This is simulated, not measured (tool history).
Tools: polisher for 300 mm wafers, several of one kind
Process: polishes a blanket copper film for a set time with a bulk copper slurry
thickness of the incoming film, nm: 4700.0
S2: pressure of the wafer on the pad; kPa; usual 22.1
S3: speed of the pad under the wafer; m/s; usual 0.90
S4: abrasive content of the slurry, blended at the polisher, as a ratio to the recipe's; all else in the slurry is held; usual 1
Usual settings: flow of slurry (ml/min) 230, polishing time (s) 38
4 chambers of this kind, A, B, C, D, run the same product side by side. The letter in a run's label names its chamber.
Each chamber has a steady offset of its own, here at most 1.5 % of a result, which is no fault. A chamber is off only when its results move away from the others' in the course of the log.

{"hour": 1.5, "done": "chamber B: worn pad replaced by a new one"}
{"hour": 4.3, "done": "chamber A: worn pad replaced by a new one"}
{"run": "1B", "hour": 8.6, "flow of slurry (ml/min)": 230, "S2": 22.1, "S3": 0.9, "S4": 1, "polishing time (s)": 38, "film removed (Å)": 2978.1}
{"hour": 12.4, "done": "chamber B: slurry blender recalibrated"}
{"run": "2A", "hour": 18.9, "flow of slurry (ml/min)": 230, "S2": 22.1, "S3": 0.9, "S4": 1, "polishing time (s)": 38, "film removed (Å)": 3010.6}
{"hour": 28.0, "done": "chamber C: worn pad replaced by a new one"}
{"run": "3D", "hour": 31.9, "flow of slurry (ml/min)": 230, "S2": 22.1, "S3": 0.9, "S4": 1, "polishing time (s)": 38, "film removed (Å)": 2994.8}
{"run": "4C", "hour": 41.4, "flow of slurry (ml/min)": 230, "S2": 22.1, "S3": 0.9, "S4": 1, "polishing time (s)": 38, "film removed (Å)": 2988.0}
{"hour": 41.5, "done": "chamber D: worn pad replaced by a new one"}
{"run": "5B", "hour": 53.6, "flow of slurry (ml/min)": 230, "S2": 22.1, "S3": 0.9, "S4": 1, "polishing time (s)": 38, "film removed (Å)": 3027.2}
{"hour": 57.2, "done": "chamber B: worn pad replaced by a new one"}
{"hour": 60.6, "done": "chamber A: slurry blender recalibrated"}
{"run": "6A", "hour": 66.8, "flow of slurry (ml/min)": 230, "S2": 22.1, "S3": 0.9, "S4": 1, "polishing time (s)": 38, "film removed (Å)": 2998.1}
{"hour": 72.4, "done": "chamber A: worn pad replaced by a new one"}
{"run": "7C", "hour": 74.8, "flow of slurry (ml/min)": 200, "S2": 22.1, "S3": 0.72, "S4": 1, "polishing time (s)": 38, "film removed (Å)": 2348.1}
{"hour": 77.1, "done": "chamber C: worn pad replaced by a new one"}
{"hour": 78.3, "done": "chamber B: slurry nozzle cleaned"}
{"hour": 79.4, "done": "chamber C: slurry blender recalibrated"}
{"run": "8D", "hour": 83.8, "flow of slurry (ml/min)": 200, "S2": 22.1, "S3": 0.72, "S4": 1, "polishing time (s)": 38, "film removed (Å)": 2348.6}
{"hour": 89.8, "done": "chamber C: head pressure recalibrated"}
{"run": "9B", "hour": 90.0, "flow of slurry (ml/min)": 200, "S2": 22.1, "S3": 0.72, "S4": 1, "polishing time (s)": 38, "film removed (Å)": 2409.1}
{"run": "10D", "hour": 97.6, "flow of slurry (ml/min)": 200, "S2": 22.1, "S3": 0.72, "S4": 1, "polishing time (s)": 38, "film removed (Å)": 2368.8}
{"run": "11A", "hour": 106.3, "flow of slurry (ml/min)": 230, "S2": 27.6, "S3": 0.9, "S4": 1, "polishing time (s)": 38, "film removed (Å)": 3739.5}
{"run": "12C", "hour": 115.7, "flow of slurry (ml/min)": 230, "S2": 27.6, "S3": 0.9, "S4": 1, "polishing time (s)": 38, "film removed (Å)": 3834.9}
{"hour": 121.2, "done": "chamber B: worn pad replaced by a new one"}
{"hour": 124.4, "done": "chamber B: head pressure recalibrated"}
{"hour": 126.4, "done": "chamber D: worn pad replaced by a new one"}
{"hour": 127.6, "done": "chamber C: worn pad replaced by a new one"}
{"run": "13C", "hour": 128.9, "flow of slurry (ml/min)": 230, "S2": 27.6, "S3": 0.9, "S4": 1, "polishing time (s)": 38, "film removed (Å)": 3805.1}
{"run": "14A", "hour": 139.0, "flow of slurry (ml/min)": 230, "S2": 27.6, "S3": 0.9, "S4": 1, "polishing time (s)": 38, "film removed (Å)": 3719.9}
{"run": "15D", "hour": 150.0, "flow of slurry (ml/min)": 230, "S2": 22.1, "S3": 0.9, "S4": 1, "polishing time (s)": 38, "film removed (Å)": 2930.7}
{"hour": 154.7, "done": "chamber A: worn pad replaced by a new one"}
{"run": "16B", "hour": 161.7, "flow of slurry (ml/min)": 230, "S2": 22.1, "S3": 0.9, "S4": 1, "polishing time (s)": 38, "film removed (Å)": 3080.3}
{"run": "17B", "hour": 172.7, "flow of slurry (ml/min)": 230, "S2": 22.1, "S3": 0.9, "S4": 1, "polishing time (s)": 38, "film removed (Å)": 3033.2}
{"run": "18C", "hour": 183.3, "flow of slurry (ml/min)": 230, "S2": 22.1, "S3": 0.9, "S4": 1, "polishing time (s)": 38, "film removed (Å)": 3002.1}
{"hour": 189.6, "done": "chamber B: worn pad replaced by a new one"}
{"hour": 191.8, "done": "chamber C: worn pad replaced by a new one"}
{"run": "19A", "hour": 192.7, "flow of slurry (ml/min)": 230, "S2": 22.1, "S3": 0.9, "S4": 1, "polishing time (s)": 38, "film removed (Å)": 3054.5}
{"run": "20D", "hour": 202.3, "flow of slurry (ml/min)": 230, "S2": 22.1, "S3": 0.9, "S4": 1, "polishing time (s)": 38, "film removed (Å)": 2854.6}
{"hour": 203.7, "done": "chamber D: worn pad replaced by a new one"}
{"run": "21D", "hour": 209.6, "flow of slurry (ml/min)": 230, "S2": 22.1, "S3": 0.9, "S4": 1, "polishing time (s)": 38, "film removed (Å)": 2811.7}
{"hour": 221.7, "done": "chamber A: worn pad replaced by a new one"}
{"run": "22A", "hour": 222.9, "flow of slurry (ml/min)": 230, "S2": 22.1, "S3": 0.9, "S4": 1, "polishing time (s)": 38, "film removed (Å)": 2943.6}
{"run": "23C", "hour": 234.0, "flow of slurry (ml/min)": 230, "S2": 22.1, "S3": 0.9, "S4": 1, "polishing time (s)": 38, "film removed (Å)": 3046.5}
{"run": "24B", "hour": 241.1, "flow of slurry (ml/min)": 230, "S2": 22.1, "S3": 0.9, "S4": 1, "polishing time (s)": 38, "film removed (Å)": 3037.3}
{"hour": 249.4, "done": "chamber A: slurry blender recalibrated"}
{"run": "25D", "hour": 250.5, "flow of slurry (ml/min)": 230, "S2": 22.1, "S3": 0.9, "S4": 1, "polishing time (s)": 38, "film removed (Å)": 2745.5}
{"hour": 252.7, "done": "chamber C: worn pad replaced by a new one"}
{"run": "26C", "hour": 259.5, "flow of slurry (ml/min)": 230, "S2": 22.1, "S3": 0.9, "S4": 1, "polishing time (s)": 38, "film removed (Å)": 3057.1}
{"run": "27A", "hour": 269.1, "flow of slurry (ml/min)": 295, "S2": 22.1, "S3": 0.9, "S4": 1, "polishing time (s)": 44, "film removed (Å)": 3616.9}

What goes on in this fleet: one chamber off, a drifting gauge, or nothing beyond the chambers' own small offsets? Name the chamber and the cause, if any.

Chamber D drifts away from the others.
Cause: head's pressure below its setpoint, % = 8.53.
The log may not tell that from: slurry flow missing at the pad, %; abrasive missing from the slurry, %.

Here are 4 candidates for chamber D's next run, each the usual settings with a change, their results left as question marks. Which one brings its results back in line with what the others give on the usual settings?
In line means no further than this from the other chambers' mean on the usual settings: film removed (Å) 140.0
{"run": "28D-1", "hour": 278.9, "flow of slurry (ml/min)": 230, "S2": 22.1, "S3": 0.9, "S4": 0.95, "polishing time (s)": 32, "film removed (Å)": "?"}
{"run": "28D-2", "hour": 278.9, "flow of slurry (ml/min)": 230, "S2": 21.4, "S3": 0.9, "S4": 1.0, "polishing time (s)": 36, "film removed (Å)": "?"}
{"run": "28D-3", "hour": 278.9, "flow of slurry (ml/min)": 230, "S2": 24.1, "S3": 0.98, "S4": 1.0, "polishing time (s)": 38, "film removed (Å)": "?"}
{"run": "28D-4", "hour": 278.9, "flow of slurry (ml/min)": 230, "S2": 22.1, "S3": 0.9, "S4": 1.0, "polishing time (s)": 41, "film removed (Å)": "?"}

The other chambers' mean on the usual settings: film removed (Å) 2995.2
run=28D-1 film_removed_(Å)=2302.6
run=28D-2 film_removed_(Å)=2537.3
run=28D-3 film_removed_(Å)=3289.8
run=28D-4 film_removed_(Å)=2983.1
28D-4 brings the chamber back in line.

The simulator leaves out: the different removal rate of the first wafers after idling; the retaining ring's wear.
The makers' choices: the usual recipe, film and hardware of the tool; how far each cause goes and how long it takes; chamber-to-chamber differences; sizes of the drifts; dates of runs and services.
